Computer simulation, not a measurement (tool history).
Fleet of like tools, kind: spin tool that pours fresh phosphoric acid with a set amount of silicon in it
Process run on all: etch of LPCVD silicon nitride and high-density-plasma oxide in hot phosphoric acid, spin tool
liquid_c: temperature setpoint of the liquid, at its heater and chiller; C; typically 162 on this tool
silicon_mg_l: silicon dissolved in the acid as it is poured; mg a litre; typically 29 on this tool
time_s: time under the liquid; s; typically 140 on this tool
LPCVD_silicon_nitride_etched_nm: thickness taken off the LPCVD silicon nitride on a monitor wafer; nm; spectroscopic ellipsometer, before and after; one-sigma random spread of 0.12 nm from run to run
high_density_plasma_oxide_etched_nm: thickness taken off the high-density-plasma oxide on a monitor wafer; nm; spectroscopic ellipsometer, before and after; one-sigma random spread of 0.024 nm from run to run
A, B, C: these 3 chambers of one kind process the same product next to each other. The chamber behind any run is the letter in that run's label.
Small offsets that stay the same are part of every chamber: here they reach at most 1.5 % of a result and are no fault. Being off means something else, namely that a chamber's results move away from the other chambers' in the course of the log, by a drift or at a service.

run,hour,liquid_c,silicon_mg_l,time_s,hours since the thermometer was replaced,hours since the dissolved silicon flow meter was replaced,hours since the heated supply line was repaired,"read-back film thickness of the LPCVD silicon nitride reference wafer, read on the same gauge (nm)","read-back film thickness of the high-density-plasma oxide reference wafer, read on the same gauge (nm)",LPCVD_silicon_nitride_etched_nm,high_density_plasma_oxide_etched_nm
1B,12.7,162,29,140,377.2,659.9,1222.1,60.033,90.008,14.582,0.22241
2C,24.9,162,29,140,443.2,217.9,1039,59.987,90.014,14.578,0.18574
3A,34.4,162,29,140,1669.9,1255.8,1584.7,59.982,90.008,14.407,0.18801
4A,43.1,162,29,140,1678.6,1264.5,1593.4,60.051,90.019,14.605,0.16805
5C,53.9,162,29,140,472.2,246.9,1068,59.995,90.002,14.466,0.18028
6B,63.7,162,29,140,428.2,710.9,1273.1,60.03,89.985,14.655,0.19923
7A,71.1,162,29,140,1706.6,1292.5,1621.4,60.013,89.999,14.553,0.19042
8B,78.5,162,29,140,443,725.7,1287.9,59.97,90.023,14.764,0.17951
9C,84.5,162,29,140,502.8,277.5,1098.6,60.027,90.033,14.541,0.18845
10A,94.1,162,29,140,1729.6,1315.5,1644.4,59.977,90.01,14.54,0.20339
11B,100.1,162,29,140,464.6,747.3,1309.5,60.006,90.001,14.635,0.20511
12C,108,162,29,140,526.3,301,1122.1,59.975,90.006,14.361,0.15713
13A,115.9,162,29,140,1751.4,1337.3,1666.2,60.046,89.972,14.691,0.19631
14C,122.2,162,29,140,540.5,315.2,1136.3,59.99,90.004,14.197,0.20679
15B,128.6,162,29,140,493.1,775.8,1338,60.01,90,14.547,0.18452
16C,137.9,162,29,140,556.2,330.9,1152,59.981,90.011,14.049,0.18079
17B,149.2,162,29,140,513.7,796.4,1358.6,59.975,89.996,14.806,0.1988
18A,162.4,162,29,140,1797.9,1383.8,1712.7,60.022,89.997,14.556,0.16907
19B,174.1,162,29,140,538.6,821.3,1383.5,59.999,89.989,14.785,0.23968
20C,182.1,162,45,140,600.4,375.1,1196.2,60.004,90.008,13.903,0.072675
21A,194.5,162,45,140,1830,1415.9,1744.8,59.983,90.006,14.598,0.08503
22B,206.5,162,45,140,571,853.7,1415.9,59.995,89.993,14.563,0.091594
23C,219.6,162,29,140,637.9,412.6,1233.7,60.009,89.986,13.525,0.184
24A,230.6,163,37.5,140,1866.1,1452,1780.9,59.987,90.024,15.064,0.14883

For the next run the whole fleet of 3 chambers uses the same settings. Give each chamber's results:
25A,240.2,162,29,85,,,,,,?,?
25B,240.2,162,29,85,,,,,,?,?
25C,240.2,162,29,85,,,,,,?,?

run,LPCVD_silicon_nitride_etched_nm,high_density_plasma_oxide_etched_nm
25A,8.8279,0.11359
25B,8.9985,0.14124
25C,8.2687,0.11572

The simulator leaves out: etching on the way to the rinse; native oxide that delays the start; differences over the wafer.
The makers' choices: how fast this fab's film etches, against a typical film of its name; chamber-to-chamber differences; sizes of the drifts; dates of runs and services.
